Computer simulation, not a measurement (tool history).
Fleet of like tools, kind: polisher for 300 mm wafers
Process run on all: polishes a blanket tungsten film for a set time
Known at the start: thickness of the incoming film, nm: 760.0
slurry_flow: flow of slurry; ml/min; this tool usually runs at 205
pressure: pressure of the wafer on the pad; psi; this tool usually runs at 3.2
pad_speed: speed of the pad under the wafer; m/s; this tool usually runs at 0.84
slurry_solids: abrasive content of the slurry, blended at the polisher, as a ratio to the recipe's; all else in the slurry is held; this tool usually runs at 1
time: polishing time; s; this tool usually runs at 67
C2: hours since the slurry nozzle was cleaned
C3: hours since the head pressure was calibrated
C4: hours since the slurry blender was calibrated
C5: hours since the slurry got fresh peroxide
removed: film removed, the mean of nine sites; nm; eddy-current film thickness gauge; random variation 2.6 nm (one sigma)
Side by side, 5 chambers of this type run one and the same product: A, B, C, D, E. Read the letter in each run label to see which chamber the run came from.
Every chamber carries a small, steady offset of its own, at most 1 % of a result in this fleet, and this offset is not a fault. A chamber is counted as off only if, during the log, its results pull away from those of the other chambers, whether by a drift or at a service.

{"run": "1A", "day": 0.329, "slurry_flow": 205, "pressure": 3.2, "pad_speed": 0.84, "slurry_solids": 1, "time": 67, "wafers polished on this pad": 337, "C2": 602.8, "C3": 961.5, "C4": 30.9, "C5": 77.5, "removed": 207.08}
{"day": 0.362, "done": "chamber D: slurry tank refilled with fresh slurry and peroxide"}
{"day": 0.571, "done": "chamber E: worn pad replaced by a new one"}
{"run": "2B", "day": 0.646, "slurry_flow": 205, "pressure": 3.2, "pad_speed": 0.84, "slurry_solids": 1, "time": 67, "wafers polished on this pad": 250, "C2": 491.4, "C3": 593.4, "C4": 205.3, "C5": 50, "removed": 202.59}
{"day": 0.821, "done": "chamber C: worn pad replaced by a new one"}
{"run": "3D", "day": 0.967, "slurry_flow": 205, "pressure": 3.2, "pad_speed": 0.84, "slurry_solids": 1, "time": 67, "wafers polished on this pad": 423, "C2": 425.6, "C3": 80.5, "C4": 30.3, "C5": 14.5, "removed": 207.97}
{"run": "4E", "day": 1.121, "slurry_flow": 205, "pressure": 3.2, "pad_speed": 0.84, "slurry_solids": 1, "time": 67, "wafers polished on this pad": 173, "C2": 203.3, "C3": 270.2, "C4": 129.8, "C5": 144, "removed": 206.71}
{"day": 1.125, "done": "chamber E: slurry tank refilled with fresh slurry and peroxide"}
{"day": 1.188, "done": "chamber A: worn pad replaced by a new one"}
{"run": "5C", "day": 1.425, "slurry_flow": 205, "pressure": 3.2, "pad_speed": 1.04, "slurry_solids": 1, "time": 67, "wafers polished on this pad": 190, "C2": 239.9, "C3": 655.9, "C4": 47.3, "C5": 82, "removed": 253.26}
{"day": 1.45, "done": "chamber C: slurry tank refilled with fresh slurry and peroxide"}
{"run": "6A", "day": 1.7, "slurry_flow": 205, "pressure": 3.2, "pad_speed": 1.04, "slurry_solids": 1, "time": 67, "wafers polished on this pad": 161, "C2": 635.7, "C3": 994.4, "C4": 63.8, "C5": 110.4, "removed": 256.09}
{"run": "7C", "day": 1.867, "slurry_flow": 205, "pressure": 3.2, "pad_speed": 1.04, "slurry_solids": 1, "time": 67, "wafers polished on this pad": 329, "C2": 250.5, "C3": 666.5, "C4": 57.9, "C5": 10.1, "removed": 254.26}
{"day": 2.112, "done": "chamber B: slurry tank refilled with fresh slurry and peroxide"}
{"run": "8D", "day": 2.167, "slurry_flow": 205, "pressure": 3.2, "pad_speed": 1.04, "slurry_solids": 1, "time": 67, "wafers polished on this pad": 800, "C2": 454.4, "C3": 109.3, "C4": 59.1, "C5": 43.3, "removed": 252.42}
{"run": "9E", "day": 2.388, "slurry_flow": 205, "pressure": 3.2, "pad_speed": 1.04, "slurry_solids": 1, "time": 67, "wafers polished on this pad": 571, "C2": 233.7, "C3": 300.6, "C4": 160.2, "C5": 30.3, "removed": 251.39}
{"run": "10B", "day": 2.55, "slurry_flow": 205, "pressure": 3.2, "pad_speed": 0.84, "slurry_solids": 1, "time": 67, "wafers polished on this pad": 848, "C2": 537.1, "C3": 639.1, "C4": 251, "C5": 10.5, "removed": 205.8}
{"day": 2.754, "done": "chamber B: slurry blender recalibrated"}
{"run": "11D", "day": 2.812, "slurry_flow": 205, "pressure": 3.2, "pad_speed": 0.84, "slurry_solids": 1, "time": 67, "wafers polished on this pad": 1003, "C2": 469.9, "C3": 124.8, "C4": 74.6, "C5": 58.8, "removed": 203.28}
{"run": "12E", "day": 3.075, "slurry_flow": 205, "pressure": 3.2, "pad_speed": 0.84, "slurry_solids": 1, "time": 67, "wafers polished on this pad": 787, "C2": 250.2, "C3": 317.1, "C4": 176.7, "C5": 46.8, "removed": 201.48}
{"day": 3.083, "done": "chamber E: slurry nozzle cleaned"}
{"day": 3.279, "done": "chamber A: worn pad replaced by a new one"}
{"run": "13A", "day": 3.371, "slurry_flow": 205, "pressure": 3.2, "pad_speed": 0.84, "slurry_solids": 1, "time": 67, "wafers polished on this pad": 29, "C2": 675.8, "C3": 1034.5, "C4": 103.9, "C5": 150.5, "removed": 205.76}
{"run": "14B", "day": 3.538, "slurry_flow": 205, "pressure": 3.2, "pad_speed": 0.84, "slurry_solids": 1, "time": 67, "wafers polished on this pad": 1159, "C2": 560.8, "C3": 662.8, "C4": 18.8, "C5": 34.2, "removed": 203.35}
{"day": 3.642, "done": "chamber D: slurry tank refilled with fresh slurry and peroxide"}
{"day": 3.783, "done": "chamber B: worn pad replaced by a new one"}
{"day": 3.838, "done": "chamber A: slurry blender recalibrated"}
{"run": "15C", "day": 3.838, "slurry_flow": 205, "pressure": 3.2, "pad_speed": 0.84, "slurry_solids": 1, "time": 67, "wafers polished on this pad": 949, "C2": 297.8, "C3": 713.8, "C4": 105.2, "C5": 57.4, "removed": 202.11}
{"day": 3.954, "done": "chamber A: slurry tank refilled with fresh slurry and peroxide"}
{"run": "16D", "day": 4.0, "slurry_flow": 205, "pressure": 3.2, "pad_speed": 0.84, "slurry_solids": 1, "time": 67, "wafers polished on this pad": 1377, "C2": 498.4, "C3": 153.3, "C4": 103.1, "C5": 8.7, "removed": 205.15}
{"day": 4.133, "done": "chamber E: slurry blender recalibrated"}
{"day": 4.142, "done": "chamber C: slurry tank refilled with fresh slurry and peroxide"}
{"run": "17E", "day": 4.296, "slurry_flow": 205, "pressure": 3.2, "pad_speed": 0.84, "slurry_solids": 1, "time": 54, "wafers polished on this pad": 1171, "C2": 29.2, "C3": 346.4, "C4": 3.9, "C5": 76.1, "removed": 164.56}
{"day": 4.312, "done": "chamber D: worn pad replaced by a new one"}
{"day": 4.621, "done": "chamber E: worn pad replaced by a new one"}
{"run": "18C", "day": 4.625, "slurry_flow": 205, "pressure": 3.2, "pad_speed": 0.84, "slurry_solids": 1, "time": 54, "wafers polished on this pad": 1197, "C2": 316.7, "C3": 732.7, "C4": 124.1, "C5": 11.7, "removed": 165.05}
{"run": "19A", "day": 4.788, "slurry_flow": 205, "pressure": 3.2, "pad_speed": 0.84, "slurry_solids": 1, "time": 54, "wafers polished on this pad": 475, "C2": 709.8, "C3": 1068.5, "C4": 22.9, "C5": 20.1, "removed": 164.56}
{"day": 4.946, "done": "chamber B: slurry tank refilled with fresh slurry and peroxide"}
{"run": "20B", "day": 5.038, "slurry_flow": 205, "pressure": 3.2, "pad_speed": 0.84, "slurry_solids": 1, "time": 54, "wafers polished on this pad": 394, "C2": 596.8, "C3": 698.8, "C4": 54.8, "C5": 2.3, "removed": 165.52}
{"run": "21D", "day": 5.2, "slurry_flow": 205, "pressure": 3.2, "pad_speed": 0.84, "slurry_solids": 1, "time": 54, "wafers polished on this pad": 279, "C2": 527.2, "C3": 182.1, "C4": 131.9, "C5": 37.5, "removed": 170.41}
{"day": 5.342, "done": "chamber C: worn pad replaced by a new one"}
{"run": "22B", "day": 5.529, "slurry_flow": 205, "pressure": 3.2, "pad_speed": 0.84, "slurry_solids": 1, "time": 67, "wafers polished on this pad": 549, "C2": 608.6, "C3": 710.6, "C4": 66.6, "C5": 14.1, "removed": 203.44}
{"day": 5.55, "done": "chamber A: worn pad replaced by a new one"}
{"run": "23E", "day": 5.808, "slurry_flow": 205, "pressure": 2.3, "pad_speed": 0.84, "slurry_solids": 1, "time": 67, "wafers polished on this pad": 373, "C2": 65.5, "C3": 382.7, "C4": 40.2, "C5": 112.4, "removed": 143.95}
{"run": "24C", "day": 6.142, "slurry_flow": 205, "pressure": 2.3, "pad_speed": 0.84, "slurry_solids": 1, "time": 67, "wafers polished on this pad": 252, "C2": 353.1, "C3": 769.1, "C4": 160.5, "C5": 48.1, "removed": 148.53}
{"run": "25A", "day": 6.396, "slurry_flow": 205, "pressure": 2.3, "pad_speed": 0.84, "slurry_solids": 1, "time": 67, "wafers polished on this pad": 267, "C2": 748.4, "C3": 1107.1, "C4": 61.5, "C5": 58.7, "removed": 145.1}
{"run": "26A", "day": 6.579, "slurry_flow": 205, "pressure": 2.3, "pad_speed": 0.84, "slurry_solids": 1, "time": 67, "wafers polished on this pad": 324, "C2": 752.8, "C3": 1111.5, "C4": 65.9, "C5": 63.1, "removed": 149.18}
{"run": "27C", "day": 6.854, "slurry_flow": 205, "pressure": 2.3, "pad_speed": 0.84, "slurry_solids": 1, "time": 67, "wafers polished on this pad": 476, "C2": 370.2, "C3": 786.2, "C4": 177.6, "C5": 65.2, "removed": 145.84}
{"day": 7.046, "done": "chamber D: slurry tank refilled with fresh slurry and peroxide"}
{"run": "28E", "day": 7.188, "slurry_flow": 205, "pressure": 3.2, "pad_speed": 0.84, "slurry_solids": 1, "time": 67, "wafers polished on this pad": 807, "C2": 98.6, "C3": 415.8, "C4": 73.3, "C5": 145.5, "removed": 197.72}
{"day": 7.2, "done": "chamber E: slurry tank refilled with fresh slurry and peroxide"}
{"day": 7.346, "done": "chamber C: slurry tank refilled with fresh slurry and peroxide"}
{"day": 7.371, "done": "chamber A: worn pad replaced by a new one"}
{"run": "29D", "day": 7.475, "slurry_flow": 205, "pressure": 3.2, "pad_speed": 0.84, "slurry_solids": 1, "time": 67, "wafers polished on this pad": 995, "C2": 581.8, "C3": 236.7, "C4": 186.5, "C5": 10.3, "removed": 207.8}
{"run": "30B", "day": 7.75, "slurry_flow": 205, "pressure": 3.2, "pad_speed": 0.84, "slurry_solids": 1, "time": 67, "wafers polished on this pad": 1247, "C2": 661.9, "C3": 763.9, "C4": 119.9, "C5": 67.4, "removed": 205.05}
{"run": "31C", "day": 8.071, "slurry_flow": 205, "pressure": 3.2, "pad_speed": 0.84, "slurry_solids": 1, "time": 67, "wafers polished on this pad": 859, "C2": 399.4, "C3": 815.4, "C4": 206.8, "C5": 17.5, "removed": 203.57}
{"day": 8.246, "done": "chamber B: head pressure recalibrated"}
{"run": "32A", "day": 8.292, "slurry_flow": 205, "pressure": 3.2, "pad_speed": 0.84, "slurry_solids": 1, "time": 67, "wafers polished on this pad": 290, "C2": 793.9, "C3": 1152.6, "C4": 107, "C5": 104.2, "removed": 206.72}
{"day": 8.421, "done": "chamber B: worn pad replaced by a new one"}
{"day": 8.542, "done": "chamber B: slurry tank refilled with fresh slurry and peroxide"}
{"run": "33B", "day": 8.588, "slurry_flow": 205, "pressure": 3.2, "pad_speed": 0.84, "slurry_solids": 1, "time": 67, "wafers polished on this pad": 52, "C2": 682, "C3": 8.3, "C4": 140, "C5": 1.1, "removed": 206.47}
{"day": 8.704, "done": "chamber D: worn pad replaced by a new one"}
{"day": 8.833, "done": "chamber A: slurry blender recalibrated"}
{"run": "34E", "day": 8.912, "slurry_flow": 205, "pressure": 3.2, "pad_speed": 0.84, "slurry_solids": 1, "time": 67, "wafers polished on this pad": 1350, "C2": 140, "C3": 457.2, "C4": 114.7, "C5": 41.1, "removed": 195.75}
{"day": 9.229, "done": "chamber D: slurry blender recalibrated"}
{"run": "35D", "day": 9.238, "slurry_flow": 205, "pressure": 3.2, "pad_speed": 0.84, "slurry_solids": 1, "time": 67, "wafers polished on this pad": 168, "C2": 624.1, "C3": 279, "C4": 0.3, "C5": 52.6, "removed": 207.32}
{"day": 9.421, "done": "chamber C: worn pad replaced by a new one"}
{"day": 9.458, "done": "chamber C: slurry blender recalibrated"}
{"run": "36C", "day": 9.483, "slurry_flow": 205, "pressure": 3.2, "pad_speed": 0.56, "slurry_solids": 1, "time": 85, "wafers polished on this pad": 20, "C2": 433.3, "C3": 849.3, "C4": 0.7, "C5": 51.4, "removed": 176.91}
{"day": 9.55, "done": "chamber E: worn pad replaced by a new one"}
{"run": "37A", "day": 9.658, "slurry_flow": 205, "pressure": 3.2, "pad_speed": 0.56, "slurry_solids": 1, "time": 85, "wafers polished on this pad": 719, "C2": 826.7, "C3": 1185.4, "C4": 19.8, "C5": 137, "removed": 173.51}
{"run": "38E", "day": 9.983, "slurry_flow": 205, "pressure": 3.2, "pad_speed": 0.56, "slurry_solids": 1, "time": 85, "wafers polished on this pad": 137, "C2": 165.7, "C3": 482.9, "C4": 140.4, "C5": 66.8, "removed": 162.02}
{"run": "39B", "day": 10.212, "slurry_flow": 205, "pressure": 3.2, "pad_speed": 0.56, "slurry_solids": 1, "time": 85, "wafers polished on this pad": 563, "C2": 721, "C3": 47.3, "C4": 179, "C5": 40.1, "removed": 177.09}
{"day": 10.442, "done": "chamber D: slurry tank refilled with fresh slurry and peroxide"}
{"run": "40D", "day": 10.538, "slurry_flow": 205, "pressure": 3.2, "pad_speed": 0.56, "slurry_solids": 1, "time": 85, "wafers polished on this pad": 577, "C2": 655.3, "C3": 310.2, "C4": 31.5, "C5": 2.3, "removed": 177.02}

What goes on in this fleet: one chamber off, a drifting gauge, or nothing beyond the chambers' own small offsets? Name the chamber and the cause, if any.

Little by little, chamber E moves away from the other chambers.
Likeliest cause: head's pressure below its setpoint, % = 7.12.

Here are 4 candidates for chamber E's next run, each the usual settings with a change, their results left as question marks. Which one brings its results back in line with what the others give on the usual settings?
In-line tolerance around the mean of the other chambers on the usual settings: removed 9.2 nm
{"run": "41E-1", "day": 10.779, "slurry_flow": 205, "pressure": 3.4, "pad_speed": 0.88, "slurry_solids": 1, "time": 70, "removed": "?"}
{"run": "41E-2", "day": 10.779, "slurry_flow": 175, "pressure": 3.2, "pad_speed": 0.84, "slurry_solids": 0.8, "time": 67, "removed": "?"}
{"run": "41E-3", "day": 10.779, "slurry_flow": 205, "pressure": 3.2, "pad_speed": 0.9, "slurry_solids": 1, "time": 67, "removed": "?"}
{"run": "41E-4", "day": 10.779, "slurry_flow": 205, "pressure": 3, "pad_speed": 0.8, "slurry_solids": 1, "time": 64, "removed": "?"}

Average result of the remaining chambers running the usual settings: removed 205.46 nm
run=41E-1 removed=222.31
run=41E-2 removed=177.54
run=41E-3 removed=204.96
run=41E-4 removed=163.47
It is 41E-3 that realigns the chamber with its peers.

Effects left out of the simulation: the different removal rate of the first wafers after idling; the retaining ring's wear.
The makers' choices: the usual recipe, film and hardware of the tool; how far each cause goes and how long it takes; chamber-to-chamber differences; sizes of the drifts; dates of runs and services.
